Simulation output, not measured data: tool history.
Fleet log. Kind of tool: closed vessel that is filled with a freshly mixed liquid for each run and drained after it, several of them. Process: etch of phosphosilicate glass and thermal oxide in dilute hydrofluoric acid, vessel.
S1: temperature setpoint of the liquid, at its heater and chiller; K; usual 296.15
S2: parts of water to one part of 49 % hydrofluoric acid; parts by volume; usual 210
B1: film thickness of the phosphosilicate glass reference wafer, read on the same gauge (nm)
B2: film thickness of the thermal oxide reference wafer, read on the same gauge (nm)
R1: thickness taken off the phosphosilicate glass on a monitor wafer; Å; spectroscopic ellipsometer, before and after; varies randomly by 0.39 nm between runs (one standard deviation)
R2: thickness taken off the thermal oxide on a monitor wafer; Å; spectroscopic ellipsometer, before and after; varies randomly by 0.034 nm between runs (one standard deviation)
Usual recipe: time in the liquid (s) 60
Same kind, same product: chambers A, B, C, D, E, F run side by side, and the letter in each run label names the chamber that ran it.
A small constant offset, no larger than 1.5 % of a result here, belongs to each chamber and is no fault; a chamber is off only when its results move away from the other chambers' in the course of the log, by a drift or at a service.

run 1C hour=2.2 | S1=296.15 S2=210 time_in_the_liquid_(s)=60 | B1=39.996 B2=130 | R1=489.23 R2=12.374
run 2A hour=5.7 | S1=296.15 S2=210 time_in_the_liquid_(s)=60 | B1=40 B2=130.03 | R1=479.1 R2=11.811
run 3E hour=9.8 | S1=296.15 S2=210 time_in_the_liquid_(s)=60 | B1=40.016 B2=129.98 | R1=487.65 R2=11.157
run 4D hour=14.4 | S1=296.15 S2=210 time_in_the_liquid_(s)=60 | B1=40.004 B2=130.01 | R1=485.54 R2=11.825
run 5B hour=17.3 | S1=296.15 S2=210 time_in_the_liquid_(s)=60 | B1=39.979 B2=130 | R1=491.07 R2=11.515
run 6F hour=20 | S1=296.15 S2=210 time_in_the_liquid_(s)=60 | B1=40.004 B2=130.02 | R1=486.38 R2=11.634
run 7E hour=23 | S1=296.15 S2=210 time_in_the_liquid_(s)=60 | B1=40.011 B2=130.01 | R1=485.18 R2=11.732
run 8B hour=25.3 | S1=296.15 S2=210 time_in_the_liquid_(s)=60 | B1=39.994 B2=129.98 | R1=494.96 R2=12.069
run 9D hour=29.5 | S1=296.15 S2=210 time_in_the_liquid_(s)=60 | B1=39.998 B2=130.02 | R1=488.63 R2=11.59
run 10F hour=33 | S1=296.15 S2=210 time_in_the_liquid_(s)=60 | B1=39.977 B2=130.03 | R1=484.11 R2=11.198
run 11C hour=37.1 | S1=296.15 S2=210 time_in_the_liquid_(s)=60 | B1=40.02 B2=129.97 | R1=487.9 R2=11.572
run 12A hour=41.5 | S1=296.15 S2=210 time_in_the_liquid_(s)=60 | B1=40.006 B2=129.99 | R1=481.78 R2=11.897
run 13C hour=45.7 | S1=296.15 S2=210 time_in_the_liquid_(s)=60 | B1=39.977 B2=130.01 | R1=494.13 R2=11.491
run 14F hour=47.9 | S1=296.15 S2=210 time_in_the_liquid_(s)=60 | B1=39.989 B2=129.98 | R1=488.98 R2=11.768
run 15D hour=52.2 | S1=296.15 S2=210 time_in_the_liquid_(s)=60 | B1=40.012 B2=130 | R1=492.89 R2=11.495
run 16B hour=56.1 | S1=296.15 S2=210 time_in_the_liquid_(s)=60 | B1=40.018 B2=129.99 | R1=490.38 R2=11.584
run 17E hour=59.1 | S1=296.15 S2=210 time_in_the_liquid_(s)=60 | B1=39.995 B2=130.02 | R1=484.32 R2=12.434
run 18A hour=61.4 | S1=296.15 S2=210 time_in_the_liquid_(s)=60 | B1=40.011 B2=129.99 | R1=482.89 R2=11.968
run 19E hour=65.5 | S1=296.15 S2=210 time_in_the_liquid_(s)=60 | B1=39.997 B2=129.97 | R1=481.14 R2=11.661
run 20F hour=69.3 | S1=294.65 S2=210 time_in_the_liquid_(s)=75 | B1=39.996 B2=129.96 | R1=574.97 R2=13.291
run 21D hour=72.8 | S1=294.65 S2=210 time_in_the_liquid_(s)=75 | B1=40.027 B2=130.02 | R1=576.76 R2=13.192
run 22C hour=77.4 | S1=294.65 S2=210 time_in_the_liquid_(s)=75 | B1=40.039 B2=130.01 | R1=570.41 R2=13.966
run 23B hour=81.5 | S1=294.65 S2=210 time_in_the_liquid_(s)=75 | B1=40.037 B2=129.97 | R1=581.43 R2=13.245
run 24A hour=86.1 | S1=294.65 S2=210 time_in_the_liquid_(s)=75 | B1=40.04 B2=129.96 | R1=580.79 R2=13.854
run 25E hour=88.6 | S1=294.65 S2=210 time_in_the_liquid_(s)=75 | B1=39.977 B2=129.98 | R1=578.05 R2=14.126
run 26A hour=93 | S1=296.15 S2=210 time_in_the_liquid_(s)=60 | B1=39.997 B2=130.02 | R1=478.1 R2=11.571
run 27F hour=95.4 | S1=296.15 S2=210 time_in_the_liquid_(s)=60 | B1=40.003 B2=130.02 | R1=486.37 R2=11.597
run 28B hour=100 | S1=296.15 S2=210 time_in_the_liquid_(s)=60 | B1=40.043 B2=129.98 | R1=487.43 R2=11.856
run 29C hour=103.1 | S1=296.15 S2=315 time_in_the_liquid_(s)=60 | B1=39.995 B2=129.98 | R1=289.68 R2=6.9267
run 30D hour=105.8 | S1=296.15 S2=315 time_in_the_liquid_(s)=60 | B1=40.004 B2=129.99 | R1=292.98 R2=6.9269
run 31E hour=108.8 | S1=296.15 S2=315 time_in_the_liquid_(s)=60 | B1=40 B2=129.97 | R1=293.56 R2=7.4008
run 32D hour=111 | S1=296.15 S2=315 time_in_the_liquid_(s)=60 | B1=40.002 B2=129.97 | R1=294.06 R2=6.8909
run 33C hour=114.3 | S1=296.15 S2=315 time_in_the_liquid_(s)=60 | B1=39.992 B2=129.96 | R1=291.29 R2=7.2472
run 34B hour=117 | S1=296.15 S2=315 time_in_the_liquid_(s)=60 | B1=40.011 B2=130.01 | R1=296.74 R2=6.6538
run 35F hour=120.2 | S1=296.15 S2=210 time_in_the_liquid_(s)=60 | B1=39.988 B2=129.98 | R1=487.28 R2=11.466
run 36A hour=124.6 | S1=296.15 S2=210 time_in_the_liquid_(s)=60 | B1=39.995 B2=129.98 | R1=489.04 R2=11.683
run 37E hour=127.8 | S1=296.15 S2=210 time_in_the_liquid_(s)=60 | B1=40.003 B2=130 | R1=487.43 R2=12.063
run 38D hour=132.2 | S1=296.15 S2=210 time_in_the_liquid_(s)=60 | B1=40.006 B2=130.01 | R1=492.34 R2=12.063

Predict what each chamber gives when all 6 of them run the settings below next.
run 39A hour=135.6 | S1=296.15 S2=210 time_in_the_liquid_(s)=60 | R1=? R2=?
run 39B hour=135.6 | S1=296.15 S2=210 time_in_the_liquid_(s)=60 | R1=? R2=?
run 39C hour=135.6 | S1=296.15 S2=210 time_in_the_liquid_(s)=60 | R1=? R2=?
run 39D hour=135.6 | S1=296.15 S2=210 time_in_the_liquid_(s)=60 | R1=? R2=?
run 39E hour=135.6 | S1=296.15 S2=210 time_in_the_liquid_(s)=60 | R1=? R2=?
run 39F hour=135.6 | S1=296.15 S2=210 time_in_the_liquid_(s)=60 | R1=? R2=?

run=39A R1=481.66 R2=11.628
run=39B R1=489.46 R2=11.004
run=39C R1=497.31 R2=12.464
run=39D R1=491.62 R2=11.331
run=39E R1=490.39 R2=11.77
run=39F R1=482.16 R2=12.114
